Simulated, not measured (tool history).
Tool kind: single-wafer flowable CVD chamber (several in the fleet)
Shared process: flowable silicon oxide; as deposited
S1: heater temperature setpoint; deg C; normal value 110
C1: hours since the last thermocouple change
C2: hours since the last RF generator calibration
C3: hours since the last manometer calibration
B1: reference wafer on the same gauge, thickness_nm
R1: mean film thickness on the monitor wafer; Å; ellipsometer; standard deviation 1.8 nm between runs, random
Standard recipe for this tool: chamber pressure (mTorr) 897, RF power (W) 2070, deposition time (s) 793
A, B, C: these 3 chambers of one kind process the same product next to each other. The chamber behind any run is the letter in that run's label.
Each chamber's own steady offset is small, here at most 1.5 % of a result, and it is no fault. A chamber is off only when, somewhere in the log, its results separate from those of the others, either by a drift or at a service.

Run 1C, hour 7.8: usual settings; C1 1414.7; C2 367.4; C3 267.8; B1 383.67. Result: R1 4022.8 Å.
Run 2B, hour 21.8: usual settings; C1 833.8; C2 1032.6; C3 549.2; B1 383.96. Result: R1 4019.3 Å.
Run 3A, hour 33.4: usual settings; C1 823; C2 1285.8; C3 809.7; B1 383.87. Result: R1 3976.6 Å.
Run 4A, hour 48.6: usual settings; C1 838.2; C2 1301; C3 824.9; B1 384.11. Result: R1 3978.3 Å.
Run 5C, hour 62: usual settings but S1 117 deg C; C1 1468.9; C2 421.6; C3 322; B1 384.25. Result: R1 3239 Å.
Run 6B, hour 71.1: usual settings but S1 117 deg C; C1 883.1; C2 1081.9; C3 598.5; B1 384.48. Result: R1 3207.8 Å.
Run 7C, hour 81.3: usual settings but S1 117 deg C; C1 1488.2; C2 440.9; C3 341.3; B1 384.22. Result: R1 3261.1 Å.
Run 8B, hour 89.3: usual settings; C1 901.3; C2 1100.1; C3 616.7; B1 383.49. Result: R1 4054.9 Å.
Run 9A, hour 97.3: usual settings; C1 886.9; C2 1349.7; C3 873.6; B1 383.72. Result: R1 3977.3 Å.
Run 10A, hour 108.5: usual settings; C1 898.1; C2 1360.9; C3 884.8; B1 383.68. Result: R1 3993.9 Å.
Run 11C, hour 118.6: usual settings; C1 1525.5; C2 478.2; C3 378.6; B1 384.11. Result: R1 4073.2 Å.
Run 12B, hour 125.5: usual settings; C1 937.5; C2 1136.3; C3 652.9; B1 384.29. Result: R1 4040.4 Å.
Run 13C, hour 133.2: usual settings; C1 1540.1; C2 492.8; C3 393.2; B1 383.88. Result: R1 4065.9 Å.
Run 14A, hour 147.9: usual settings; C1 937.5; C2 1400.3; C3 924.2; B1 383.94. Result: R1 3956.2 Å.
Run 15B, hour 157.4: usual settings; C1 969.4; C2 1168.2; C3 684.8; B1 384.05. Result: R1 4065.1 Å.
Run 16B, hour 167.2: usual settings; C1 979.2; C2 1178; C3 694.6; B1 383.97. Result: R1 4039.6 Å.
Run 17A, hour 175.7: usual settings; C1 965.3; C2 1428.1; C3 952; B1 384.17. Result: R1 3988.9 Å.
Run 18C, hour 188.3: usual settings; C1 1595.2; C2 547.9; C3 448.3; B1 384.12. Result: R1 4138 Å.
Run 19B, hour 195.1: usual settings; C1 1007.1; C2 1205.9; C3 722.5; B1 384.09. Result: R1 4026.5 Å.
Run 20C, hour 208.1: usual settings; C1 1615; C2 567.7; C3 468.1; B1 383.64. Result: R1 4186.5 Å.
Run 21A, hour 216: usual settings; C1 1005.6; C2 1468.4; C3 992.3; B1 384. Result: R1 3952.2 Å.
Run 22A, hour 231.2: usual settings; C1 1020.8; C2 1483.6; C3 1007.5; B1 384.35. Result: R1 3973.6 Å.
Run 23B, hour 241: usual settings but S1 117 deg C; C1 1053; C2 1251.8; C3 768.4; B1 384.05. Result: R1 3257 Å.

All 3 chambers run these settings next. Forecast each chamber's results:
Run 24A, hour 252.4: usual settings. Result: R1 ?.
Run 24B, hour 252.4: usual settings. Result: R1 ?.
Run 24C, hour 252.4: usual settings. Result: R1 ?.

run      R1
24A  3992.2
24B  4021.8
24C  4184.4

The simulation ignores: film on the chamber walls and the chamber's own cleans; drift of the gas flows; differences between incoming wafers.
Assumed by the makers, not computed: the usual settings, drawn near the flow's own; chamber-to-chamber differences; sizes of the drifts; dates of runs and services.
